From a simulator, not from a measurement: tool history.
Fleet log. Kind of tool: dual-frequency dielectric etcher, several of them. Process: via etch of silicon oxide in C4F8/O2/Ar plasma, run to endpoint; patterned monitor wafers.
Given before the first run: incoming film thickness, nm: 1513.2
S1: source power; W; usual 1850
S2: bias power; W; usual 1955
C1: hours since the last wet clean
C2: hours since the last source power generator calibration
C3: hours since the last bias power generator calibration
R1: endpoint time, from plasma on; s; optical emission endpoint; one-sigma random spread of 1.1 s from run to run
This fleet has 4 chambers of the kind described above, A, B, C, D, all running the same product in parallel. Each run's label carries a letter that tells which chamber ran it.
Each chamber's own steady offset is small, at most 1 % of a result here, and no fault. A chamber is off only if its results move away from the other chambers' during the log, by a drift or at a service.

Run 1A, day 0.217: usual settings; C1 63.7; C2 168.9; C3 951.2. Result: R1 313.19 s.
Run 2C, day 0.421: usual settings; C1 33.8; C2 2038.8; C3 514.8. Result: R1 309.84 s.
Run 3B, day 0.721: usual settings; C1 165.9; C2 3731.3; C3 3012.6. Result: R1 309.78 s.
Run 4D, day 0.904: usual settings; C1 403.7; C2 1311.5; C3 2171.6. Result: R1 306.99 s.
Run 5D, day 1.15: usual settings but S1 2220 W, S2 2255 W; C1 409.6; C2 1317.4; C3 2177.5. Result: R1 274.91 s.
Run 6A, day 1.338: usual settings but S1 2220 W, S2 2255 W; C1 90.6; C2 195.8; C3 978.1. Result: R1 279.67 s.
Run 7C, day 1.575: usual settings but S1 2220 W, S2 2255 W; C1 61.5; C2 2066.5; C3 542.5. Result: R1 276.05 s.
Run 8B, day 1.888: usual settings but S1 2220 W, S2 2255 W; C1 193.9; C2 3759.3; C3 3040.6. Result: R1 276.1 s.
Run 9D, day 2.192: usual settings; C1 434.6; C2 1342.4; C3 2202.5. Result: R1 307.81 s.
Run 10C, day 2.383: usual settings; C1 80.9; C2 2085.9; C3 561.9. Result: R1 310.68 s.
Run 11A, day 2.575: usual settings; C1 120.3; C2 225.5; C3 1007.8. Result: R1 311.48 s.
Run 12B, day 2.95: usual settings; C1 219.4; C2 3784.8; C3 3066.1. Result: R1 311.02 s.
Run 13A, day 3.258: usual settings; C1 136.7; C2 241.9; C3 1024.2. Result: R1 312.91 s.
Run 14B, day 3.458: usual settings; C1 231.6; C2 3797; C3 3078.3. Result: R1 311.31 s.
At day 3.621: chamber B: bias power generator calibrated.
Run 15D, day 3.742: usual settings; C1 471.8; C2 1379.6; C3 2239.7. Result: R1 307.15 s.
At day 3.925: chamber D: wet clean of the chamber.
Run 16C, day 4.046: usual settings; C1 120.8; C2 2125.8; C3 601.8. Result: R1 310.82 s.
Run 17C, day 4.212: usual settings but S1 2300 W; C1 124.8; C2 2129.8; C3 605.8. Result: R1 282.53 s.
Run 18B, day 4.412: usual settings but S1 2300 W; C1 254.5; C2 3819.9; C3 19. Result: R1 283.97 s.
Run 19D, day 4.729: usual settings but S1 2300 W; C1 19.4; C2 1403.3; C3 2263.4. Result: R1 280.95 s.
Run 20A, day 4.929: usual settings but S1 2300 W; C1 176.8; C2 282; C3 1064.3. Result: R1 285.4 s.
Run 21B, day 5.292: usual settings; C1 275.6; C2 3841; C3 40.1. Result: R1 309.34 s.
Run 22A, day 5.529: usual settings; C1 191.2; C2 296.4; C3 1078.7. Result: R1 313.76 s.
Run 23D, day 5.825: usual settings; C1 45.7; C2 1429.6; C3 2289.7. Result: R1 307.96 s.
Run 24C, day 6.029: usual settings; C1 168.4; C2 2173.4; C3 649.4. Result: R1 310.26 s.
Run 25B, day 6.308: usual settings; C1 300; C2 3865.4; C3 64.5. Result: R1 308.85 s.
Run 26A, day 6.633: usual settings; C1 217.7; C2 322.9; C3 1105.2. Result: R1 312.47 s.
Run 27D, day 6.879: usual settings but S2 2124 W; C1 71; C2 1454.9; C3 2315. Result: R1 299.94 s.

For the next run the whole fleet of 4 chambers uses the same settings. Give each chamber's results:
Run 28A, day 7.15: usual settings. Result: R1 ?.
Run 28B, day 7.15: usual settings. Result: R1 ?.
Run 28C, day 7.15: usual settings. Result: R1 ?.
Run 28D, day 7.15: usual settings. Result: R1 ?.

run      R1
28A  312.34
28B  310.43
28C  309.61
28D  305.18
